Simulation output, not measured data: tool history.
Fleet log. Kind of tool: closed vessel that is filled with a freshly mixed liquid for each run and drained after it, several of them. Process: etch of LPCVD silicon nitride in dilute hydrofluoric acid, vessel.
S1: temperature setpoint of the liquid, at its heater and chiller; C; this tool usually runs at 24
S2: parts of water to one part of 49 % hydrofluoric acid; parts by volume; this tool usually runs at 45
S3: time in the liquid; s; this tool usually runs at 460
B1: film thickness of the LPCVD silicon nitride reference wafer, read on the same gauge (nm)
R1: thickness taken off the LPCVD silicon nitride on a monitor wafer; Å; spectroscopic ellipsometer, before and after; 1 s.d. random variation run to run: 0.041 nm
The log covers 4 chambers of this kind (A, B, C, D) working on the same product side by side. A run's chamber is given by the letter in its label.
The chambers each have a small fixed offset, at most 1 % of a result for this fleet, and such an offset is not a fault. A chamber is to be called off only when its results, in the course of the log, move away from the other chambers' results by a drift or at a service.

Run 1C, day 0.158: usual settings; B1 40.012. Result: R1 51.792 Å.
Run 2D, day 0.375: usual settings; B1 39.956. Result: R1 51.856 Å.
Run 3A, day 0.567: usual settings; B1 39.991. Result: R1 52.062 Å.
Run 4B, day 0.733: usual settings; B1 40.028. Result: R1 51.732 Å.
Run 5D, day 0.933: usual settings but S1 26 C; B1 40.024. Result: R1 59.074 Å.
Run 6A, day 1.229: usual settings but S1 26 C; B1 39.975. Result: R1 58.710 Å.
Run 7B, day 1.575: usual settings but S1 26 C; B1 40.044. Result: R1 59.188 Å.
Run 8C, day 1.821: usual settings but S1 26 C; B1 40.031. Result: R1 59.032 Å.
Run 9C, day 2.067: usual settings but S1 27 C; B1 39.985. Result: R1 64.215 Å.
Run 10A, day 2.396: usual settings but S1 27 C; B1 39.999. Result: R1 63.149 Å.
Run 11D, day 2.667: usual settings but S1 27 C; B1 40.040. Result: R1 64.076 Å.
Run 12B, day 2.933: usual settings but S1 27 C; B1 40.004. Result: R1 64.606 Å.
Run 13D, day 3.171: usual settings; B1 40.018. Result: R1 51.935 Å.
Run 14C, day 3.396: usual settings but S2 35 parts by volume; B1 39.976. Result: R1 66.062 Å.
Run 15B, day 3.667: usual settings but S2 35 parts by volume; B1 40.005. Result: R1 67.469 Å.
Run 16A, day 3.988: usual settings but S2 35 parts by volume; B1 39.984. Result: R1 65.916 Å.
Run 17B, day 4.208: usual settings but S2 35 parts by volume; B1 40.013. Result: R1 68.462 Å.
Run 18D, day 4.421: usual settings; B1 40.000. Result: R1 51.218 Å.
Run 19A, day 4.733: usual settings but S3 560 s; B1 40.003. Result: R1 64.032 Å.
Run 20C, day 4.988: usual settings but S3 560 s; B1 40.004. Result: R1 62.871 Å.
Run 21A, day 5.312: usual settings but S3 560 s; B1 39.993. Result: R1 62.813 Å.
Run 22D, day 5.496: usual settings but S3 560 s; B1 39.998. Result: R1 62.651 Å.
Run 23C, day 5.762: usual settings; B1 40.028. Result: R1 52.052 Å.
Run 24B, day 5.992: usual settings; B1 39.989. Result: R1 53.627 Å.
Run 25C, day 6.254: usual settings but S1 28 C, S3 195 s; B1 39.974. Result: R1 28.654 Å.
Run 26A, day 6.442: usual settings but S1 28 C, S3 195 s; B1 39.990. Result: R1 28.909 Å.
Run 27D, day 6.654: usual settings but S1 28 C, S3 195 s; B1 40.026. Result: R1 28.545 Å.

All 4 chambers run these settings next. Forecast each chamber's results:
Run 28A, day 6.904: usual settings. Result: R1 ?.
Run 28B, day 6.904: usual settings. Result: R1 ?.
Run 28C, day 6.904: usual settings. Result: R1 ?.
Run 28D, day 6.904: usual settings. Result: R1 ?.

run      R1
28A  52.285
28B  54.384
28C  52.596
28D  51.630
